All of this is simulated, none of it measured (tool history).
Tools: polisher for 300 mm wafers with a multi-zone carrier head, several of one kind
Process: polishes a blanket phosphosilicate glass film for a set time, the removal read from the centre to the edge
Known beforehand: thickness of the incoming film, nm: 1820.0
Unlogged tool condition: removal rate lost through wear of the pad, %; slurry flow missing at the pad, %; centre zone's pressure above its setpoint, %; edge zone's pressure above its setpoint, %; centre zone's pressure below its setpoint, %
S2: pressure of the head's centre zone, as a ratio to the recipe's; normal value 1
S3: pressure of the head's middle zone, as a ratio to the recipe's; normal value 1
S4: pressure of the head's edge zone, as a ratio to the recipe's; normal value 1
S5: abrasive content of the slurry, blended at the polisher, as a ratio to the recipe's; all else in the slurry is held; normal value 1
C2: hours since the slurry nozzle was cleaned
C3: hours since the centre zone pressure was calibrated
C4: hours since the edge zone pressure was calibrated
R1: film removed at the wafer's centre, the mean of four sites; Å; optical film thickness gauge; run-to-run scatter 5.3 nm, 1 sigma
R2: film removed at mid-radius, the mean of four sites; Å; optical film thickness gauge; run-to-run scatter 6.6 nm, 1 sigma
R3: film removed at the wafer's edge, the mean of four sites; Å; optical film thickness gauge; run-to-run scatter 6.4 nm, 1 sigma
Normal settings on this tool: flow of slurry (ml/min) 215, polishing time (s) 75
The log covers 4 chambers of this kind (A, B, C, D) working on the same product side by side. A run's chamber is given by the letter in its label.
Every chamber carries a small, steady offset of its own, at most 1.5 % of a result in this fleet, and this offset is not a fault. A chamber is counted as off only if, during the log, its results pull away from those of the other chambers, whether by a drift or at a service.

Run 1A, hour 8.5: usual settings; wafers polished on this pad 536; C2 331.8; C3 910.5; C4 226. Result: R1 6064.8 Å, R2 5971.2 Å, R3 5944.2 Å.
Run 2C, hour 19.7: usual settings; wafers polished on this pad 704; C2 331.3; C3 1142.8; C4 158.7. Result: R1 6022.4 Å, R2 5907.9 Å, R3 5960.9 Å.
Run 3D, hour 25.4: usual settings; wafers polished on this pad 762; C2 301.6; C3 759.4; C4 31.5. Result: R1 5920.7 Å, R2 5919 Å, R3 5794.3 Å.
Run 4B, hour 33.6: usual settings; wafers polished on this pad 548; C2 706.7; C3 614.2; C4 665.7. Result: R1 5894.9 Å, R2 6013.4 Å, R3 5848.4 Å.
Run 5D, hour 44.1: usual settings; wafers polished on this pad 866; C2 320.3; C3 778.1; C4 50.2. Result: R1 5935 Å, R2 6005 Å, R3 5901 Å.
At hour 49.2: chamber C: centre zone pressure recalibrated.
At hour 51.1: chamber B: slurry nozzle cleaned.
Run 6A, hour 53.1: usual settings; wafers polished on this pad 783; C2 376.4; C3 955.1; C4 270.6. Result: R1 6032.7 Å, R2 5916.9 Å, R3 5909.2 Å.
At hour 55: chamber C: worn pad replaced by a new one.
Run 7C, hour 61.3: usual settings; wafers polished on this pad 35; C2 372.9; C3 12.2; C4 200.3. Result: R1 6013.8 Å, R2 5993.5 Å, R3 5972.5 Å.
Run 8B, hour 68.3: usual settings; wafers polished on this pad 741; C2 17.3; C3 648.9; C4 700.4. Result: R1 5932.7 Å, R2 6123.9 Å, R3 5848.2 Å.
Run 9C, hour 76.5: usual settings; wafers polished on this pad 119; C2 388.1; C3 27.4; C4 215.5. Result: R1 5952.8 Å, R2 5945.4 Å, R3 5782.7 Å.
At hour 85.3: chamber B: worn pad replaced by a new one.
Run 10D, hour 87.4: usual settings; wafers polished on this pad 1107; C2 363.6; C3 821.4; C4 93.5. Result: R1 5842.5 Å, R2 5917.9 Å, R3 5929.4 Å.
Run 11B, hour 94.2: usual settings; wafers polished on this pad 49; C2 43.2; C3 674.8; C4 726.3. Result: R1 6083.9 Å, R2 6014.2 Å, R3 5907.3 Å.
At hour 96.6: chamber A: worn pad replaced by a new one.
Run 12A, hour 102.4: usual settings; wafers polished on this pad 32; C2 425.7; C3 1004.4; C4 319.9. Result: R1 6015.7 Å, R2 5941 Å, R3 5932 Å.
Run 13D, hour 108.8: usual settings; wafers polished on this pad 1226; C2 385; C3 842.8; C4 114.9. Result: R1 5803.1 Å, R2 5960 Å, R3 5967.8 Å.
Run 14A, hour 116.5: usual settings; wafers polished on this pad 110; C2 439.8; C3 1018.5; C4 334. Result: R1 5966.4 Å, R2 5829.1 Å, R3 5928.9 Å.
At hour 118.2: chamber D: centre zone pressure recalibrated.
Run 15B, hour 124.4: usual settings; wafers polished on this pad 217; C2 73.4; C3 705; C4 756.5. Result: R1 5939.2 Å, R2 5962.6 Å, R3 5828.4 Å.
Run 16C, hour 135.1: usual settings; wafers polished on this pad 445; C2 446.7; C3 86; C4 274.1. Result: R1 5936.1 Å, R2 5856.5 Å, R3 5966.3 Å.
At hour 139.2: chamber D: worn pad replaced by a new one.
Run 17A, hour 144.3: usual settings; wafers polished on this pad 265; C2 467.6; C3 1046.3; C4 361.8. Result: R1 6030.7 Å, R2 6006.3 Å, R3 5926.8 Å.
Run 18C, hour 155.4: usual settings; wafers polished on this pad 557; C2 467; C3 106.3; C4 294.4. Result: R1 5939.1 Å, R2 5995 Å, R3 5813.5 Å.
Run 19B, hour 164.5: usual settings; wafers polished on this pad 440; C2 113.5; C3 745.1; C4 796.6. Result: R1 5886.4 Å, R2 5888.7 Å, R3 5810.6 Å.
Run 20D, hour 170.9: usual settings; wafers polished on this pad 176; C2 447.1; C3 52.8; C4 177. Result: R1 6554.5 Å, R2 6023.2 Å, R3 5833.1 Å.
Run 21B, hour 177.1: usual settings; wafers polished on this pad 509; C2 126.1; C3 757.7; C4 809.2. Result: R1 5969.8 Å, R2 5829.8 Å, R3 6004.8 Å.
At hour 177.2: chamber A: centre zone pressure recalibrated.
Run 22C, hour 186.9: usual settings but S5 0.9; wafers polished on this pad 732; C2 498.5; C3 137.8; C4 325.9. Result: R1 5689.2 Å, R2 5680.3 Å, R3 5485.2 Å.
At hour 188.2: chamber C: slurry nozzle cleaned.
Run 23A, hour 194: usual settings but S5 0.9; wafers polished on this pad 541; C2 517.3; C3 16.9; C4 411.5. Result: R1 5757.5 Å, R2 5747.5 Å, R3 5728.8 Å.
Run 24D, hour 205.4: usual settings but S5 0.9; wafers polished on this pad 367; C2 481.6; C3 87.3; C4 211.5. Result: R1 6237.6 Å, R2 5633.6 Å, R3 5716.9 Å.
Run 25C, hour 212.3: usual settings but S5 0.9; wafers polished on this pad 873; C2 24.2; C3 163.2; C4 351.3. Result: R1 5653.2 Å, R2 5584.7 Å, R3 5613.2 Å.
At hour 213.9: chamber B: worn pad replaced by a new one.
Run 26B, hour 221.3: usual settings; wafers polished on this pad 41; C2 170.3; C3 801.9; C4 853.4. Result: R1 5990.3 Å, R2 5989.6 Å, R3 6057.2 Å.
Run 27A, hour 229.9: usual settings; wafers polished on this pad 740; C2 553.2; C3 52.8; C4 447.4. Result: R1 6053.6 Å, R2 5999.3 Å, R3 5822.9 Å.
Run 28D, hour 235.6: usual settings; wafers polished on this pad 535; C2 511.8; C3 117.5; C4 241.7. Result: R1 6602 Å, R2 5944.7 Å, R3 5914.5 Å.
Run 29A, hour 241.6: usual settings; wafers polished on this pad 805; C2 564.9; C3 64.5; C4 459.1. Result: R1 6099.1 Å, R2 6038.3 Å, R3 5914.1 Å.

Is one chamber off against the others, does the gauge drift, or is nothing wrong? If a chamber is off, say which, and what the likeliest cause is.

Chamber D has stood off from the others ever since a service on it.
Likeliest cause: centre zone's pressure above its setpoint, % = 9.84.

Chamber D could run next with any of the 4 candidate recipes listed below; each alters the usual settings, and their results appear as question marks. Which one brings its results back in line with what the other chambers deliver on the usual settings?
Allowed miss from the other chambers' usual-settings mean, per result, to count as in line: R1 180 Å; R2 230 Å; R3 220 Å
Run 30D-1, hour 250.5: usual settings but flow of slurry (ml/min) 220, S2 1.07, S3 0.98, S4 0.98, polishing time (s) 76. Result: R1 ?, R2 ?, R3 ?.
Run 30D-2, hour 250.5: usual settings but flow of slurry (ml/min) 210, S2 0.94, S3 1.02, S4 1.02, polishing time (s) 74. Result: R1 ?, R2 ?, R3 ?.
Run 30D-3, hour 250.5: usual settings but flow of slurry (ml/min) 205, S2 0.88, S3 1.04, S4 1.04, polishing time (s) 74. Result: R1 ?, R2 ?, R3 ?.
Run 30D-4, hour 250.5: usual settings but flow of slurry (ml/min) 225, S2 1.12, S3 0.96, S4 0.96, polishing time (s) 76. Result: R1 ?, R2 ?, R3 ?.

What the other chambers average on the usual settings: R1 5991.5 Å; R2 5972.2 Å; R3 5927.3 Å
  run      R1      R2      R3
30D-1  7101.5  5955.4  5948.3
30D-2  5978.9  5982.1  5883.9
30D-3  5548.3  6071.4  5928.5
30D-4  7478.7  5859.6  5899.6
Change 30D-2 lands the chamber within the allowed miss of the other chambers.

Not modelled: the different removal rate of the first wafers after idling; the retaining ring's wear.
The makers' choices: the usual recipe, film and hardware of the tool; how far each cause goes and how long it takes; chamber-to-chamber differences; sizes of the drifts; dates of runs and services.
